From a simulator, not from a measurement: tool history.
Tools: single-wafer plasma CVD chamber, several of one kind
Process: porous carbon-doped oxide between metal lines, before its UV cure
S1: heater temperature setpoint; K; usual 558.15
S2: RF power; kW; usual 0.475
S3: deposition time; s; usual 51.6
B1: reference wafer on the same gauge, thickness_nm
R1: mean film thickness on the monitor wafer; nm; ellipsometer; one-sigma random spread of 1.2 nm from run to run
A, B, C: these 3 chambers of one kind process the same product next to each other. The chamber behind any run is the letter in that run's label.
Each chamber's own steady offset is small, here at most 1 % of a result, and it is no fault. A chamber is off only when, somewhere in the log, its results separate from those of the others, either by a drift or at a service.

run 1B hour=15.3 | S1=558.15 S2=0.475 S3=51.6 | B1=255.04 | R1=294.4
run 2A hour=23.7 | S1=558.15 S2=0.475 S3=51.6 | B1=255.01 | R1=289.32
run 3C hour=37.2 | S1=558.15 S2=0.475 S3=51.6 | B1=255.05 | R1=294.47
run 4A hour=51.2 | S1=558.15 S2=0.475 S3=51.6 | B1=254.92 | R1=291.57
run 5C hour=62.5 | S1=558.15 S2=0.445 S3=61.2 | B1=255.06 | R1=328.74
run 6B hour=74.8 | S1=558.15 S2=0.445 S3=61.2 | B1=254.93 | R1=329.86
run 7B hour=84.4 | S1=558.15 S2=0.445 S3=61.2 | B1=255.08 | R1=331.41
run 8A hour=98.5 | S1=558.15 S2=0.475 S3=51.6 | B1=254.88 | R1=288.25
-- hour=101.9 chamber B: thermocouple changed; heater temperature recalibrated
run 9C hour=113.8 | S1=558.15 S2=0.475 S3=51.6 | B1=254.98 | R1=291.01
run 10A hour=121.5 | S1=558.15 S2=0.475 S3=51.6 | B1=254.95 | R1=289.28
run 11B hour=128.7 | S1=558.15 S2=0.475 S3=51.6 | B1=254.81 | R1=294.5
run 12C hour=139.4 | S1=558.15 S2=0.475 S3=51.6 | B1=254.99 | R1=288.3
run 13B hour=149.2 | S1=558.15 S2=0.475 S3=51.6 | B1=254.89 | R1=293.13
run 14A hour=157.8 | S1=558.15 S2=0.475 S3=45 | B1=255.1 | R1=252.28
run 15C hour=168.1 | S1=558.15 S2=0.475 S3=45 | B1=254.82 | R1=252.56
run 16C hour=176.5 | S1=558.15 S2=0.475 S3=45 | B1=255.04 | R1=251.72
run 17A hour=186.3 | S1=558.15 S2=0.475 S3=51.6 | B1=254.98 | R1=289.23
run 18B hour=198 | S1=558.15 S2=0.475 S3=51.6 | B1=255.12 | R1=292.32
run 19C hour=212.8 | S1=558.15 S2=0.475 S3=51.6 | B1=255.24 | R1=280.35
run 20B hour=225.7 | S1=558.15 S2=0.475 S3=51.6 | B1=255.29 | R1=293.69
run 21A hour=234.9 | S1=558.15 S2=0.475 S3=51.6 | B1=255.03 | R1=287.36

One chamber off, gauge drift, or nothing amiss beyond the chambers' own small offsets? If it is a chamber, which one, and what is the likeliest cause?

It is chamber C that slowly wanders off from its peers.
Most likely cause: delivered RF power below the setpoint (%) = 7.78.

Which of the 4 candidates below, each the usual settings with something changed and its results left as question marks, puts chamber C back in line with what the other chambers give on the usual settings?
Maximum distance from the other chambers' mean on the usual settings for a result to count as in line: R1 4.3 nm
run 22C-1 hour=246.1 | S1=561.15 S2=0.475 S3=51.6 | R1=?
run 22C-2 hour=246.1 | S1=558.15 S2=0.475 S3=48.7 | R1=?
run 22C-3 hour=246.1 | S1=557.15 S2=0.485 S3=53.1 | R1=?
run 22C-4 hour=246.1 | S1=557.15 S2=0.475 S3=52.5 | R1=?

Mean of the other chambers on the usual settings: R1 291.07 nm
run=22C-1 R1=270.61
run=22C-2 R1=260.56
run=22C-3 R1=290.12
run=22C-4 R1=282.24
With 22C-3, the chamber falls back in line with the rest.
